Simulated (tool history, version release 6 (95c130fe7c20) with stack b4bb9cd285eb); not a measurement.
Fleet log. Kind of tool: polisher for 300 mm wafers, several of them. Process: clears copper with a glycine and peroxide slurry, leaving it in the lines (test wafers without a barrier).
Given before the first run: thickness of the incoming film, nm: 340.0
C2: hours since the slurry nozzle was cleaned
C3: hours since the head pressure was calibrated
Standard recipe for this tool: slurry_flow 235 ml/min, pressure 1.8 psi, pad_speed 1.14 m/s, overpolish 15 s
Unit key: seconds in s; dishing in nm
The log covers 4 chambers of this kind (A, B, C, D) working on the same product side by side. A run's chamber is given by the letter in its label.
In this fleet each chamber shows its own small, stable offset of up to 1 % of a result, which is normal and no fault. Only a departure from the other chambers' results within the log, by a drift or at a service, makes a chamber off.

Run 1C, hour 4.6: usual settings; wafers polished on this pad 473; C2 60.8; C3 261.1. Result: seconds 82.161 s, dishing 41.193 nm.
Run 2A, hour 13.9: usual settings; wafers polished on this pad 600; C2 72.8; C3 195.7. Result: seconds 84.929 s, dishing 40.638 nm.
Run 3D, hour 19.2: usual settings; wafers polished on this pad 359; C2 535.9; C3 592.4. Result: seconds 84.270 s, dishing 42.125 nm.
Run 4B, hour 26.7: usual settings; wafers polished on this pad 259; C2 190.2; C3 1479.7. Result: seconds 85.914 s, dishing 42.014 nm.
Run 5A, hour 31.4: usual settings but overpolish 21 s; wafers polished on this pad 765; C2 90.3; C3 213.2. Result: seconds 83.440 s, dishing 54.187 nm.
At hour 36.9: chamber B: head pressure recalibrated.
Run 6C, hour 38.2: usual settings but overpolish 21 s; wafers polished on this pad 790; C2 94.4; C3 294.7. Result: seconds 84.003 s, dishing 54.840 nm.
Run 7D, hour 47.0: usual settings but overpolish 21 s; wafers polished on this pad 621; C2 563.7; C3 620.2. Result: seconds 85.815 s, dishing 54.976 nm.
At hour 51.2: chamber D: worn pad replaced by a new one.
Run 8B, hour 51.6: usual settings but overpolish 21 s; wafers polished on this pad 494; C2 215.1; C3 14.8. Result: seconds 83.345 s, dishing 55.534 nm.
Run 9A, hour 56.2: usual settings; wafers polished on this pad 999; C2 115.1; C3 238.0. Result: seconds 82.931 s, dishing 41.480 nm.
At hour 61.3: chamber C: worn pad replaced by a new one.
Run 10D, hour 64.7: usual settings but slurry_flow 295 ml/min, overpolish 23 s; wafers polished on this pad 127; C2 581.4; C3 637.9. Result: seconds 82.390 s, dishing 59.301 nm.
Run 11C, hour 71.7: usual settings but slurry_flow 295 ml/min, overpolish 23 s; wafers polished on this pad 98; C2 127.9; C3 328.2. Result: seconds 80.995 s, dishing 59.612 nm.
Run 12B, hour 78.8: usual settings but slurry_flow 295 ml/min, overpolish 23 s; wafers polished on this pad 751; C2 242.3; C3 42.0. Result: seconds 84.361 s, dishing 58.840 nm.
Run 13B, hour 83.8: usual settings but slurry_flow 295 ml/min, overpolish 23 s; wafers polished on this pad 798; C2 247.3; C3 47.0. Result: seconds 83.531 s, dishing 57.665 nm.
At hour 88.9: chamber B: worn pad replaced by a new one.
Run 14C, hour 90.1: usual settings but pressure 2.0 psi, overpolish 19 s; wafers polished on this pad 272; C2 146.3; C3 346.6. Result: seconds 77.574 s, dishing 55.324 nm.
Run 15D, hour 96.8: usual settings but pressure 2.0 psi, overpolish 19 s; wafers polished on this pad 430; C2 613.5; C3 670.0. Result: seconds 77.100 s, dishing 53.786 nm.
At hour 101.7: chamber A: worn pad replaced by a new one.
Run 16A, hour 102.0: usual settings but pressure 2.0 psi, overpolish 19 s; wafers polished on this pad 3; C2 160.9; C3 283.8. Result: seconds 79.236 s, dishing 55.705 nm.
Run 17B, hour 110.9: usual settings but pressure 2.0 psi, overpolish 19 s; wafers polished on this pad 207; C2 274.4; C3 74.1. Result: seconds 78.627 s, dishing 54.729 nm.
At hour 117.5: chamber D: worn pad replaced by a new one.
Run 18D, hour 119.8: usual settings; wafers polished on this pad 21; C2 636.5; C3 693.0. Result: seconds 83.088 s, dishing 40.722 nm.
Run 19A, hour 125.9: usual settings; wafers polished on this pad 228; C2 184.8; C3 307.7. Result: seconds 84.255 s, dishing 39.945 nm.
Run 20C, hour 132.7: usual settings; wafers polished on this pad 673; C2 188.9; C3 389.2. Result: seconds 83.256 s, dishing 40.538 nm.
Run 21A, hour 139.6: usual settings; wafers polished on this pad 357; C2 198.5; C3 321.4. Result: seconds 84.647 s, dishing 40.858 nm.
Run 22D, hour 144.1: usual settings; wafers polished on this pad 251; C2 660.8; C3 717.3. Result: seconds 85.262 s, dishing 41.478 nm.
Run 23B, hour 149.1: usual settings; wafers polished on this pad 568; C2 312.6; C3 112.3. Result: seconds 84.789 s, dishing 40.485 nm.
Run 24C, hour 154.2: usual settings but pad_speed 1.50 m/s, overpolish 12 s; wafers polished on this pad 876; C2 210.4; C3 410.7. Result: seconds 67.910 s, dishing 41.800 nm.
Run 25C, hour 161.1: usual settings but pad_speed 1.50 m/s, overpolish 12 s; wafers polished on this pad 941; C2 217.3; C3 417.6. Result: seconds 68.947 s, dishing 40.713 nm.
At hour 161.6: chamber C: worn pad replaced by a new one.
Run 26B, hour 166.5: usual settings but pad_speed 1.50 m/s, overpolish 12 s; wafers polished on this pad 732; C2 330.0; C3 129.7. Result: seconds 66.858 s, dishing 39.445 nm.
Run 27A, hour 173.5: usual settings but pad_speed 1.50 m/s, overpolish 12 s; wafers polished on this pad 677; C2 232.4; C3 355.3. Result: seconds 69.828 s, dishing 41.025 nm.
At hour 178.2: chamber D: worn pad replaced by a new one.
Run 28D, hour 181.9: usual settings; wafers polished on this pad 35; C2 698.6; C3 755.1. Result: seconds 85.282 s, dishing 40.801 nm.
Run 29A, hour 188.2: usual settings; wafers polished on this pad 816; C2 247.1; C3 370.0. Result: seconds 86.303 s, dishing 41.352 nm.
At hour 192.9: chamber A: head pressure recalibrated.
Run 30C, hour 192.9: usual settings; wafers polished on this pad 295; C2 249.1; C3 449.4. Result: seconds 85.021 s, dishing 42.374 nm.
At hour 196.6: chamber B: worn pad replaced by a new one.
Run 31B, hour 201.0: usual settings; wafers polished on this pad 42; C2 364.5; C3 164.2. Result: seconds 82.765 s, dishing 41.183 nm.
Run 32D, hour 206.1: usual settings; wafers polished on this pad 263; C2 722.8; C3 779.3. Result: seconds 84.756 s, dishing 39.563 nm.
Run 33A, hour 213.2: usual settings; wafers polished on this pad 1051; C2 272.1; C3 20.3. Result: seconds 82.483 s, dishing 41.606 nm.
Run 34B, hour 221.6: usual settings; wafers polished on this pad 236; C2 385.1; C3 184.8. Result: seconds 85.819 s, dishing 42.787 nm.
Run 35C, hour 226.7: usual settings but pad_speed 1.28 m/s; wafers polished on this pad 614; C2 282.9; C3 483.2. Result: seconds 75.158 s, dishing 44.823 nm.
At hour 233.5: chamber A: worn pad replaced by a new one.
Run 36D, hour 234.8: usual settings but pad_speed 1.28 m/s; wafers polished on this pad 534; C2 751.5; C3 808.0. Result: seconds 77.271 s, dishing 42.858 nm.
Run 37A, hour 240.7: usual settings but pad_speed 1.28 m/s; wafers polished on this pad 68; C2 299.6; C3 47.8. Result: seconds 76.499 s, dishing 45.470 nm.
Run 38D, hour 247.9: usual settings but pad_speed 1.28 m/s; wafers polished on this pad 658; C2 764.6; C3 821.1. Result: seconds 77.210 s, dishing 44.659 nm.
At hour 254.8: chamber D: worn pad replaced by a new one.
Run 39B, hour 256.3: usual settings; wafers polished on this pad 563; C2 419.8; C3 219.5. Result: seconds 86.873 s, dishing 41.866 nm.
At hour 258.5: chamber C: worn pad replaced by a new one.
Run 40C, hour 264.1: usual settings; wafers polished on this pad 53; C2 320.3; C3 520.6. Result: seconds 82.082 s, dishing 41.014 nm.
Run 41C, hour 270.5: usual settings; wafers polished on this pad 113; C2 326.7; C3 527.0. Result: seconds 82.532 s, dishing 41.367 nm.
Run 42D, hour 279.8: usual settings; wafers polished on this pad 236; C2 796.5; C3 853.0. Result: seconds 83.420 s, dishing 40.794 nm.

Next, all 4 chambers run the settings below, one line each with question marks for the results. What does each chamber give?
Run 43A, hour 286.5: usual settings but overpolish 19 s. Result: seconds ?, dishing ?.
Run 43B, hour 286.5: usual settings but overpolish 19 s. Result: seconds ?, dishing ?.
Run 43C, hour 286.5: usual settings but overpolish 19 s. Result: seconds ?, dishing ?.
Run 43D, hour 286.5: usual settings but overpolish 19 s. Result: seconds ?, dishing ?.

run  seconds  dishing
43A   84.034   50.121
43B   85.109   50.014
43C   81.441   51.153
43D   83.561   51.694
